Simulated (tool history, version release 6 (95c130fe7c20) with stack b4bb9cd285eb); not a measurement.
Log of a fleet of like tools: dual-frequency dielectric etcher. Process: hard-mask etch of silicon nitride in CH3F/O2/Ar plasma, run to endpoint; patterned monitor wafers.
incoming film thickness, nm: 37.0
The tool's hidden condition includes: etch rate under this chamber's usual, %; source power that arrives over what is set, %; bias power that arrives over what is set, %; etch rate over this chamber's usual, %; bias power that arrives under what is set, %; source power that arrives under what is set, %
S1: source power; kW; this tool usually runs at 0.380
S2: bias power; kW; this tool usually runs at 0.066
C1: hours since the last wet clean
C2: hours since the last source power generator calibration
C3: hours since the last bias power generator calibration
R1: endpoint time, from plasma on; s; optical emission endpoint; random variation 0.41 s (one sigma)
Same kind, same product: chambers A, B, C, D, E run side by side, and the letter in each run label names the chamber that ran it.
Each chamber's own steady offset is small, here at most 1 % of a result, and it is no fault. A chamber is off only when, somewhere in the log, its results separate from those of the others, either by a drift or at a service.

run 1E hour=6.4 | S1=0.380 S2=0.066 | C1=244.7 C2=1942.7 C3=1175.3 | R1=56.590
run 2B hour=17.4 | S1=0.380 S2=0.066 | C1=676.5 C2=1412.9 C3=222.7 | R1=56.212
-- hour=28.4 chamber B: wet clean of the chamber
run 3D hour=28.4 | S1=0.380 S2=0.066 | C1=403.2 C2=685.7 C3=530.6 | R1=56.931
run 4A hour=38.8 | S1=0.380 S2=0.066 | C1=279.6 C2=2187.6 C3=1474.3 | R1=56.169
-- hour=40.0 chamber D: wet clean of the chamber
run 5C hour=52.8 | S1=0.330 S2=0.066 | C1=456.9 C2=1188.4 C3=3583.6 | R1=59.880
run 6A hour=66.1 | S1=0.330 S2=0.066 | C1=306.9 C2=2214.9 C3=1501.6 | R1=59.610
run 7E hour=73.0 | S1=0.330 S2=0.066 | C1=311.3 C2=2009.3 C3=1241.9 | R1=59.882
run 8D hour=80.2 | S1=0.330 S2=0.066 | C1=40.2 C2=737.5 C3=582.4 | R1=60.082
run 9B hour=87.1 | S1=0.330 S2=0.066 | C1=58.7 C2=1482.6 C3=292.4 | R1=58.494
run 10C hour=94.2 | S1=0.380 S2=0.066 | C1=498.3 C2=1229.8 C3=3625.0 | R1=56.620
run 11B hour=108.0 | S1=0.380 S2=0.066 | C1=79.6 C2=1503.5 C3=313.3 | R1=56.957
-- hour=108.1 chamber C: wet clean of the chamber
run 12E hour=119.6 | S1=0.380 S2=0.066 | C1=357.9 C2=2055.9 C3=1288.5 | R1=56.313
run 13C hour=126.8 | S1=0.380 S2=0.066 | C1=18.8 C2=1262.4 C3=3657.6 | R1=56.636
run 14D hour=134.8 | S1=0.380 S2=0.066 | C1=94.8 C2=792.1 C3=637.0 | R1=56.410
run 15A hour=142.6 | S1=0.380 S2=0.066 | C1=383.4 C2=2291.4 C3=1578.1 | R1=55.969
run 16C hour=154.8 | S1=0.380 S2=0.066 | C1=46.8 C2=1290.4 C3=3685.6 | R1=56.136
run 17B hour=166.8 | S1=0.420 S2=0.066 | C1=138.4 C2=1562.3 C3=372.1 | R1=54.802
run 18A hour=180.0 | S1=0.420 S2=0.066 | C1=420.8 C2=2328.8 C3=1615.5 | R1=54.457
-- hour=182.7 chamber A: wet clean of the chamber
run 19E hour=187.8 | S1=0.420 S2=0.066 | C1=426.1 C2=2124.1 C3=1356.7 | R1=53.932
run 20D hour=196.0 | S1=0.420 S2=0.066 | C1=156.0 C2=853.3 C3=698.2 | R1=54.247
run 21C hour=204.5 | S1=0.420 S2=0.066 | C1=96.5 C2=1340.1 C3=3735.3 | R1=54.447
run 22B hour=213.7 | S1=0.380 S2=0.066 | C1=185.3 C2=1609.2 C3=419.0 | R1=56.846
run 23A hour=223.3 | S1=0.380 S2=0.066 | C1=40.6 C2=2372.1 C3=1658.8 | R1=56.158
run 24D hour=231.6 | S1=0.380 S2=0.066 | C1=191.6 C2=888.9 C3=733.8 | R1=56.100
-- hour=239.4 chamber E: wet clean of the chamber
run 25E hour=242.4 | S1=0.380 S2=0.066 | C1=3.0 C2=2178.7 C3=1411.3 | R1=56.577
run 26B hour=249.6 | S1=0.380 S2=0.066 | C1=221.2 C2=1645.1 C3=454.9 | R1=55.924
run 27C hour=256.6 | S1=0.380 S2=0.066 | C1=148.6 C2=1392.2 C3=3787.4 | R1=55.777
run 28E hour=268.0 | S1=0.380 S2=0.066 | C1=28.6 C2=2204.3 C3=1436.9 | R1=56.579
run 29D hour=275.1 | S1=0.380 S2=0.066 | C1=235.1 C2=932.4 C3=777.3 | R1=56.574
run 30A hour=281.8 | S1=0.380 S2=0.066 | C1=99.1 C2=2430.6 C3=1717.3 | R1=56.595
run 31A hour=288.6 | S1=0.380 S2=0.066 | C1=105.9 C2=2437.4 C3=1724.1 | R1=56.395
run 32C hour=302.7 | S1=0.380 S2=0.066 | C1=194.7 C2=1438.3 C3=3833.5 | R1=56.299
run 33E hour=316.3 | S1=0.380 S2=0.066 | C1=76.9 C2=2252.6 C3=1485.2 | R1=56.711
run 34D hour=328.9 | S1=0.380 S2=0.066 | C1=288.9 C2=986.2 C3=831.1 | R1=57.026
run 35B hour=339.0 | S1=0.310 S2=0.056 | C1=310.6 C2=1734.5 C3=544.3 | R1=64.187
run 36E hour=347.7 | S1=0.310 S2=0.056 | C1=108.3 C2=2284.0 C3=1516.6 | R1=64.268
run 37D hour=357.2 | S1=0.310 S2=0.056 | C1=317.2 C2=1014.5 C3=859.4 | R1=64.608

Next, all 5 chambers run the settings below, one line each with question marks for the results. What does each chamber give?
run 38A hour=367.6 | S1=0.430 S2=0.066 | R1=?
run 38B hour=367.6 | S1=0.430 S2=0.066 | R1=?
run 38C hour=367.6 | S1=0.430 S2=0.066 | R1=?
run 38D hour=367.6 | S1=0.430 S2=0.066 | R1=?
run 38E hour=367.6 | S1=0.430 S2=0.066 | R1=?

run=38A R1=53.017
run=38B R1=53.815
run=38C R1=54.220
run=38D R1=54.543
run=38E R1=53.786
